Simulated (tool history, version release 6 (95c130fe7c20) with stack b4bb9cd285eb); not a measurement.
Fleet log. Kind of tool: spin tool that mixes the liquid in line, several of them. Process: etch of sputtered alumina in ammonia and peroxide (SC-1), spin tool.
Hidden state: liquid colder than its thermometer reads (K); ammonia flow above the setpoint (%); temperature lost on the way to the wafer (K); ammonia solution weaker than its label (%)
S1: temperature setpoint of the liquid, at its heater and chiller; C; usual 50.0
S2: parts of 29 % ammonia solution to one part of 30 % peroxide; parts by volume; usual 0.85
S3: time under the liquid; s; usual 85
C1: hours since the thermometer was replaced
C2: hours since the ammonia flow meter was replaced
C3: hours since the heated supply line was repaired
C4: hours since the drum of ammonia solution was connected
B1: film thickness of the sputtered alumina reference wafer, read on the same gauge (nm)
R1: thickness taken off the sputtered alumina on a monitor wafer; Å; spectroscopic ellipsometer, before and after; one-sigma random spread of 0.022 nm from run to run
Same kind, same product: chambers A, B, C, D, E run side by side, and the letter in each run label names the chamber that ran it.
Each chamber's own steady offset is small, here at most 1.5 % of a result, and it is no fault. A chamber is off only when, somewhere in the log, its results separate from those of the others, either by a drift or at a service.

{"run": "1D", "hour": 5.0, "S1": 50.0, "S2": 0.85, "S3": 85, "C1": 456.0, "C2": 2402.5, "C3": 2392.7, "C4": 28.4, "B1": 129.99, "R1": 54.971}
{"run": "2E", "hour": 11.6, "S1": 50.0, "S2": 0.85, "S3": 85, "C1": 893.9, "C2": 87.1, "C3": 2332.1, "C4": 275.1, "B1": 129.99, "R1": 55.247}
{"run": "3C", "hour": 19.1, "S1": 50.0, "S2": 0.85, "S3": 85, "C1": 1367.4, "C2": 639.4, "C3": 808.5, "C4": 297.0, "B1": 130.0, "R1": 55.752}
{"run": "4A", "hour": 27.3, "S1": 50.0, "S2": 0.85, "S3": 85, "C1": 716.2, "C2": 595.7, "C3": 940.1, "C4": 35.2, "B1": 130.0, "R1": 56.347}
{"run": "5B", "hour": 31.4, "S1": 50.0, "S2": 0.85, "S3": 60, "C1": 733.9, "C2": 142.0, "C3": 500.4, "C4": 391.9, "B1": 130.01, "R1": 39.541}
{"run": "6E", "hour": 40.4, "S1": 50.0, "S2": 0.85, "S3": 60, "C1": 922.7, "C2": 115.9, "C3": 2360.9, "C4": 303.9, "B1": 130.0, "R1": 38.691}
{"run": "7D", "hour": 48.5, "S1": 50.0, "S2": 0.85, "S3": 60, "C1": 499.5, "C2": 2446.0, "C3": 2436.2, "C4": 71.9, "B1": 130.0, "R1": 39.135}
{"run": "8B", "hour": 55.3, "S1": 50.0, "S2": 0.85, "S3": 60, "C1": 757.8, "C2": 165.9, "C3": 524.3, "C4": 415.8, "B1": 129.99, "R1": 39.636}
{"hour": 59.0, "done": "chamber E: new drum of ammonia solution connected"}
{"run": "9A", "hour": 61.2, "S1": 50.0, "S2": 0.85, "S3": 60, "C1": 750.1, "C2": 629.6, "C3": 974.0, "C4": 69.1, "B1": 130.02, "R1": 39.474}
{"run": "10C", "hour": 67.5, "S1": 50.0, "S2": 0.85, "S3": 85, "C1": 1415.8, "C2": 687.8, "C3": 856.9, "C4": 345.4, "B1": 129.98, "R1": 55.99}
{"run": "11C", "hour": 75.4, "S1": 50.0, "S2": 0.85, "S3": 85, "C1": 1423.7, "C2": 695.7, "C3": 864.8, "C4": 353.3, "B1": 130.01, "R1": 56.188}
{"run": "12D", "hour": 80.7, "S1": 55.5, "S2": 0.6, "S3": 85, "C1": 531.7, "C2": 2478.2, "C3": 2468.4, "C4": 104.1, "B1": 129.98, "R1": 72.113}
{"run": "13B", "hour": 86.5, "S1": 55.5, "S2": 0.6, "S3": 85, "C1": 789.0, "C2": 197.1, "C3": 555.5, "C4": 447.0, "B1": 130.0, "R1": 73.553}
{"run": "14E", "hour": 94.7, "S1": 55.5, "S2": 0.6, "S3": 85, "C1": 977.0, "C2": 170.2, "C3": 2415.2, "C4": 35.7, "B1": 130.0, "R1": 72.292}
{"run": "15A", "hour": 100.6, "S1": 55.5, "S2": 0.6, "S3": 85, "C1": 789.5, "C2": 669.0, "C3": 1013.4, "C4": 108.5, "B1": 130.0, "R1": 73.08}
{"run": "16C", "hour": 105.7, "S1": 55.5, "S2": 0.6, "S3": 85, "C1": 1454.0, "C2": 726.0, "C3": 895.1, "C4": 383.6, "B1": 130.02, "R1": 73.096}
{"run": "17D", "hour": 110.3, "S1": 50.0, "S2": 0.85, "S3": 85, "C1": 561.3, "C2": 2507.8, "C3": 2498.0, "C4": 133.7, "B1": 130.02, "R1": 55.292}
{"hour": 113.4, "done": "chamber D: heated supply line repaired"}
{"run": "18A", "hour": 114.8, "S1": 50.0, "S2": 0.85, "S3": 85, "C1": 803.7, "C2": 683.2, "C3": 1027.6, "C4": 122.7, "B1": 130.02, "R1": 55.801}
{"run": "19E", "hour": 119.1, "S1": 50.0, "S2": 0.85, "S3": 85, "C1": 1001.4, "C2": 194.6, "C3": 2439.6, "C4": 60.1, "B1": 130.01, "R1": 55.524}
{"run": "20B", "hour": 123.9, "S1": 50.0, "S2": 0.85, "S3": 85, "C1": 826.4, "C2": 234.5, "C3": 592.9, "C4": 484.4, "B1": 130.02, "R1": 56.099}
{"run": "21B", "hour": 129.9, "S1": 50.0, "S2": 0.85, "S3": 85, "C1": 832.4, "C2": 240.5, "C3": 598.9, "C4": 490.4, "B1": 129.98, "R1": 56.505}
{"run": "22D", "hour": 137.8, "S1": 50.0, "S2": 0.85, "S3": 85, "C1": 588.8, "C2": 2535.3, "C3": 24.4, "C4": 161.2, "B1": 130.0, "R1": 55.493}
{"run": "23E", "hour": 144.4, "S1": 50.0, "S2": 0.85, "S3": 85, "C1": 1026.7, "C2": 219.9, "C3": 2464.9, "C4": 85.4, "B1": 129.99, "R1": 55.221}
{"hour": 145.7, "done": "chamber A: thermometer replaced"}
{"run": "24A", "hour": 151.1, "S1": 50.0, "S2": 1.2, "S3": 100, "C1": 5.5, "C2": 719.5, "C3": 1063.9, "C4": 159.0, "B1": 130.02, "R1": 67.682}
{"run": "25C", "hour": 155.7, "S1": 50.0, "S2": 1.2, "S3": 100, "C1": 1504.0, "C2": 776.0, "C3": 945.1, "C4": 433.6, "B1": 129.99, "R1": 68.066}
{"run": "26A", "hour": 163.9, "S1": 50.0, "S2": 1.2, "S3": 100, "C1": 18.3, "C2": 732.3, "C3": 1076.7, "C4": 171.8, "B1": 129.99, "R1": 67.13}
{"run": "27C", "hour": 172.7, "S1": 50.0, "S2": 1.2, "S3": 100, "C1": 1521.0, "C2": 793.0, "C3": 962.1, "C4": 450.6, "B1": 130.0, "R1": 68.029}
{"run": "28D", "hour": 177.1, "S1": 50.0, "S2": 1.2, "S3": 100, "C1": 628.1, "C2": 2574.6, "C3": 63.7, "C4": 200.5, "B1": 130.0, "R1": 67.16}
{"run": "29B", "hour": 184.6, "S1": 50.0, "S2": 0.85, "S3": 85, "C1": 887.1, "C2": 295.2, "C3": 653.6, "C4": 545.1, "B1": 130.01, "R1": 56.481}
{"hour": 187.6, "done": "chamber D: new drum of ammonia solution connected"}
{"run": "30E", "hour": 189.1, "S1": 50.0, "S2": 0.85, "S3": 105, "C1": 1071.4, "C2": 264.6, "C3": 2509.6, "C4": 130.1, "B1": 130.02, "R1": 68.2}
{"run": "31B", "hour": 194.1, "S1": 50.0, "S2": 0.85, "S3": 105, "C1": 896.6, "C2": 304.7, "C3": 663.1, "C4": 554.6, "B1": 130.0, "R1": 69.627}
{"run": "32C", "hour": 201.0, "S1": 50.0, "S2": 0.85, "S3": 105, "C1": 1549.3, "C2": 821.3, "C3": 990.4, "C4": 478.9, "B1": 129.98, "R1": 68.788}
{"hour": 201.5, "done": "chamber C: new drum of ammonia solution connected"}
{"hour": 202.0, "done": "chamber C: thermometer replaced"}
{"run": "33E", "hour": 207.6, "S1": 50.0, "S2": 0.85, "S3": 105, "C1": 1089.9, "C2": 283.1, "C3": 2528.1, "C4": 148.6, "B1": 130.0, "R1": 68.676}
{"run": "34D", "hour": 211.9, "S1": 50.0, "S2": 0.85, "S3": 105, "C1": 662.9, "C2": 2609.4, "C3": 98.5, "C4": 24.4, "B1": 129.98, "R1": 67.998}
{"run": "35A", "hour": 216.0, "S1": 50.0, "S2": 0.85, "S3": 85, "C1": 70.4, "C2": 784.4, "C3": 1128.8, "C4": 223.9, "B1": 130.02, "R1": 54.115}
{"run": "36E", "hour": 222.9, "S1": 50.0, "S2": 0.85, "S3": 85, "C1": 1105.2, "C2": 298.4, "C3": 2543.4, "C4": 163.9, "B1": 130.01, "R1": 55.153}
{"run": "37C", "hour": 229.8, "S1": 50.0, "S2": 0.85, "S3": 85, "C1": 27.9, "C2": 850.1, "C3": 1019.2, "C4": 28.3, "B1": 130.01, "R1": 56.263}
{"run": "38A", "hour": 235.2, "S1": 50.0, "S2": 0.85, "S3": 85, "C1": 89.6, "C2": 803.6, "C3": 1148.0, "C4": 243.1, "B1": 130.01, "R1": 54.572}
{"run": "39D", "hour": 240.4, "S1": 50.0, "S2": 0.85, "S3": 85, "C1": 691.4, "C2": 2637.9, "C3": 127.0, "C4": 52.9, "B1": 130.01, "R1": 55.59}
{"hour": 243.7, "done": "chamber B: heated supply line repaired"}
{"run": "40B", "hour": 246.4, "S1": 50.0, "S2": 0.85, "S3": 85, "C1": 948.9, "C2": 357.0, "C3": 2.7, "C4": 606.9, "B1": 130.01, "R1": 55.93}

The same settings go to every chamber for the next run, one line per chamber below. Forecast the results for each:
{"run": "41A", "hour": 252.8, "S1": 50.0, "S2": 0.85, "S3": 35, "R1": "?"}
{"run": "41B", "hour": 252.8, "S1": 50.0, "S2": 0.85, "S3": 35, "R1": "?"}
{"run": "41C", "hour": 252.8, "S1": 50.0, "S2": 0.85, "S3": 35, "R1": "?"}
{"run": "41D", "hour": 252.8, "S1": 50.0, "S2": 0.85, "S3": 35, "R1": "?"}
{"run": "41E", "hour": 252.8, "S1": 50.0, "S2": 0.85, "S3": 35, "R1": "?"}

run=41A R1=22.320
run=41B R1=23.219
run=41C R1=22.982
run=41D R1=22.791
run=41E R1=22.828

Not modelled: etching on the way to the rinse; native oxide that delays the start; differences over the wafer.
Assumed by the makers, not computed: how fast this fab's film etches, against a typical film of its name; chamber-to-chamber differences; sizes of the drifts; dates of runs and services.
